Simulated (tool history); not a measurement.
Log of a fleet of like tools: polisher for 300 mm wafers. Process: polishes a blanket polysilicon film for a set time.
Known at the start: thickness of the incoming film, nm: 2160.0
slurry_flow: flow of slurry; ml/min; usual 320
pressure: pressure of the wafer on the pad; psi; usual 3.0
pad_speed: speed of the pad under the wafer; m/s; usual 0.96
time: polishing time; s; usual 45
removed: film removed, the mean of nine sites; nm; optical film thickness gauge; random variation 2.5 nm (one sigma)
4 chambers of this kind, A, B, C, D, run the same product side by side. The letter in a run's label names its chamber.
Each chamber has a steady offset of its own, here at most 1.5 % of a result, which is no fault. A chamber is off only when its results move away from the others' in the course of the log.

run   hour  slurry_flow  pressure  pad_speed  time  removed
 1A   13.2          320       3.0       0.96    45   379.84
      15.9  -- chamber A: worn pad replaced by a new one
 2B   22.6          320       3.0       0.96    45   386.72
      36.8  -- chamber C: worn pad replaced by a new one
 3C   37.4          320       3.0       0.96    45   380.97
 4D   48.1          320       3.0       0.96    45   377.89
 5C   57.8          320       3.6       0.96    54   553.95
 6A   67.0          320       3.6       0.96    54   540.69
      73.0  -- chamber B: worn pad replaced by a new one
      74.9  -- chamber D: slurry nozzle cleaned
 7B   78.9          320       3.6       0.96    54   549.98
      84.0  -- chamber A: worn pad replaced by a new one
 8D   89.7          320       3.6       0.96    54   551.37
      92.6  -- chamber C: worn pad replaced by a new one
 9C  101.8          320       3.0       0.96    56   475.83
10D  116.0          320       3.0       0.96    56   472.47
11B  123.1          320       3.0       0.96    56   474.44
     130.9  -- chamber D: worn pad replaced by a new one
12A  138.2          320       3.0       0.96    56   466.68
13D  148.3          225       3.0       0.96    45   370.03
     149.4  -- chamber C: worn pad replaced by a new one
14A  155.1          225       3.0       0.96    45   365.15
     155.9  -- chamber A: worn pad replaced by a new one
15C  162.3          225       3.0       0.96    45   368.37
     166.6  -- chamber C: head pressure recalibrated
16B  173.8          225       3.0       0.96    45   365.75
17C  182.5          320       3.0       0.96    45   404.82
     187.1  -- chamber B: worn pad replaced by a new one
     190.9  -- chamber B: slurry nozzle cleaned
18A  193.8          320       3.0       0.96    45   377.96
     203.0  -- chamber C: worn pad replaced by a new one
19B  207.5          320       3.0       0.96    45   381.62
     215.3  -- chamber A: worn pad replaced by a new one
20D  217.8          320       3.0       0.96    45   376.36
     220.9  -- chamber A: head pressure recalibrated
21A  227.6          320       3.0       0.96    45   376.25
22B  237.7          320       3.0       0.96    45   383.31
23D  247.4          320       3.0       0.96    45   379.57
24C  260.4          320       3.0       0.96    45   403.41
25B  274.6          320       3.0       0.96    45   381.53

Is one chamber off against the others, does the gauge drift, or is nothing wrong? If a chamber is off, say which, and what the likeliest cause is.

A service left chamber C off against the others.
Cause: head's pressure above its setpoint, % = 6.

Here are 4 candidates for chamber C's next run, each the usual settings with a change, their results left as question marks. Which one brings its results back in line with what the others give on the usual settings?
In line means no further than this from the other chambers' mean on the usual settings: removed 8.80 nm
26C-1  285.9          320       3.0       1.02    45        ?
26C-2  285.9          320       3.0       0.94    45        ?
26C-3  285.9          320       3.0       0.96    46        ?
26C-4  285.9          320       2.8       0.96    45        ?

The other chambers' mean on the usual settings: removed 380.07 nm
  run  removed
26C-1   433.27
26C-2   399.14
26C-3   416.73
26C-4   380.18
26C-4 brings the chamber back in line.
